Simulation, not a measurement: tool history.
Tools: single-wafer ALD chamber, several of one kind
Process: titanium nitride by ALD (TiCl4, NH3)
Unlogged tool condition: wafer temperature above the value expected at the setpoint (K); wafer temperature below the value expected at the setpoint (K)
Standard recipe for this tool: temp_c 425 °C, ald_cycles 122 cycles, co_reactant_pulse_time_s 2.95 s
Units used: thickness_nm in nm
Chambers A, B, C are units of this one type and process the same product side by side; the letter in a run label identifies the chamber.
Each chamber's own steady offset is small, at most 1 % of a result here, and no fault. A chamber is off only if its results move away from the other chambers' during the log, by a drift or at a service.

run    day  temp_c  ald_cycles  co_reactant_pulse_time_s  hours since the last thermocouple change  read-back reference wafer on the same gauge, thickness_nm  thickness_nm
 1C  0.271     425         122                      2.95                                     532.3                                                     2.7101        2.7619
 2A  0.762     425         122                      2.95                                     939.6                                                     2.7092        2.7290
 3B  1.012     425         122                      2.95                                    1191.4                                                     2.7083        2.7463
 4A  1.308     425         122                      2.95                                     952.7                                                     2.7077        2.7316
 5C  1.700     425         122                      2.95                                     566.6                                                     2.7065        2.7530
 6B  2.167     425         122                      2.95                                    1219.1                                                     2.7067        2.7364
 7B  2.488     425         122                      2.95                                    1226.8                                                     2.7051        2.7365
 8C  2.908     425         136                      2.95                                     595.6                                                     2.7042        3.0656
 9A  3.162     425         136                      2.95                                     997.2                                                     2.7032        3.0417
10C  3.488     425         136                      2.95                                     609.5                                                     2.7033        3.0632
11A  3.817     425         122                      2.95                                    1012.9                                                     2.7029        2.7250
12B  4.250     425         122                      2.95                                    1269.1                                                     2.7024        2.7408
13B  4.708     425         122                      2.95                                    1280.1                                                     2.7002        2.7413
14A  5.204     425         122                      2.95                                    1046.2                                                     2.7006        2.7213
15C  5.604     425         122                      2.95                                     660.3                                                     2.6990        2.7386
16C  5.992     425         122                      2.95                                     669.6                                                     2.6977        2.7364
17B  6.446     425         122                      2.95                                    1321.8                                                     2.6967        2.7315
18A  6.746     425         129                      2.95                                    1083.2                                                     2.6973        2.8733
19A  7.279     425         129                      2.95                                    1096.0                                                     2.6965        2.8783
20B  7.671     425         129                      2.95                                    1351.2                                                     2.6953        2.8859
21C  7.975     425         122                      2.95                                     717.2                                                     2.6946        2.7440
22B  8.275     425         122                      2.95                                    1365.7                                                     2.6937        2.7308

All 3 chambers run these settings next. Forecast each chamber's results:
23A  8.683     425         122                      3.31                                                                                                                  ?
23B  8.683     425         122                      3.31                                                                                                                  ?
23C  8.683     425         122                      3.31                                                                                                                  ?

run  thickness_nm
23A        2.7281
23B        2.7380
23C        2.7511
